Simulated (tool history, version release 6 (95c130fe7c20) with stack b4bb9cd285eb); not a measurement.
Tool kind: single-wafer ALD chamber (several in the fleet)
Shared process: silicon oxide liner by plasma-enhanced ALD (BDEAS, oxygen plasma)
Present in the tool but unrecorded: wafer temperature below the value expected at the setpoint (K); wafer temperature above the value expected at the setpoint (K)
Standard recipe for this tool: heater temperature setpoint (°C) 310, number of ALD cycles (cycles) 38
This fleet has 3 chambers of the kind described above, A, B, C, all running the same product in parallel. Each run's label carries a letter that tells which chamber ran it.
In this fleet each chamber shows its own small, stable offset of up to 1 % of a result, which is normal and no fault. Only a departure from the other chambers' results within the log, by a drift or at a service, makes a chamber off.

| run | hour | heater temperature setpoint (°C) | number of ALD cycles (cycles) | hours since the last thermocouple change | read-back reference wafer on the same gauge, thickness_nm | mean film thickness on the monitor wafer (angstrom) |
|---|---|---|---|---|---|---|
| 1C | 13.1 | 310 | 38 | 252.6 | 3.2498 | 34.526 |
| 2A | 25.2 | 310 | 38 | 454.2 | 3.2481 | 34.839 |
| 3B | 39.1 | 310 | 38 | 495.8 | 3.2512 | 35.318 |
| 4A | 49.2 | 310 | 38 | 478.2 | 3.2479 | 34.567 |
| 5B | 64.7 | 310 | 38 | 521.4 | 3.2507 | 35.224 |
| 6C | 72.8 | 310 | 38 | 312.3 | 3.2479 | 34.67 |
| 7C | 85.6 | 310 | 38 | 325.1 | 3.2477 | 34.837 |
| 8B | 95.6 | 310 | 38 | 552.3 | 3.2501 | 35.347 |
| 9A | 108.7 | 310 | 38 | 537.7 | 3.249 | 34.679 |
| 10C | 118.3 | 310 | 38 | 357.8 | 3.2485 | 34.768 |
| 11A | 127.3 | 310 | 38 | 556.3 | 3.25 | 34.7 |
| 12B | 136.6 | 296 | 38 | 593.3 | 3.2482 | 36.136 |
| 13B | 152.4 | 296 | 38 | 609.1 | 3.2489 | 36.384 |
| 14A | 164.3 | 296 | 38 | 593.3 | 3.2498 | 35.572 |
| 15C | 179.5 | 322 | 33 | 419 | 3.248 | 29.675 |
| 16C | 195.2 | 322 | 33 | 434.7 | 3.2495 | 29.68 |
| 17B | 207.2 | 322 | 33 | 663.9 | 3.2488 | 30.092 |
| 18A | 218.6 | 310 | 38 | 647.6 | 3.2497 | 34.837 |
| 19A | 227.4 | 304 | 38 | 656.4 | 3.2487 | 35.032 |
| 20B | 241.6 | 304 | 38 | 698.3 | 3.248 | 35.648 |
| 21C | 254.2 | 304 | 38 | 493.7 | 3.25 | 34.955 |
| 22C | 262.7 | 310 | 38 | 502.2 | 3.2484 | 34.824 |
| 23A | 275.1 | 302 | 38 | 704.1 | 3.2515 | 35.006 |
| 24B | 284.8 | 302 | 38 | 741.5 | 3.2501 | 35.634 |
| 25B | 294.6 | 302 | 38 | 751.3 | 3.2482 | 35.547 |
| 26A | 301.8 | 310 | 38 | 730.8 | 3.2491 | 34.823 |

The same settings go to every chamber for the next run, one line per chamber below. Forecast the results for each:
| 27A | 313.1 | 310 | 38 |  |  | ? |
| 27B | 313.1 | 310 | 38 |  |  | ? |
| 27C | 313.1 | 310 | 38 |  |  | ? |

| run | mean film thickness on the monitor wafer (angstrom) |
|---|---|
| 27A | 34.753 |
| 27B | 35.415 |
| 27C | 34.778 |

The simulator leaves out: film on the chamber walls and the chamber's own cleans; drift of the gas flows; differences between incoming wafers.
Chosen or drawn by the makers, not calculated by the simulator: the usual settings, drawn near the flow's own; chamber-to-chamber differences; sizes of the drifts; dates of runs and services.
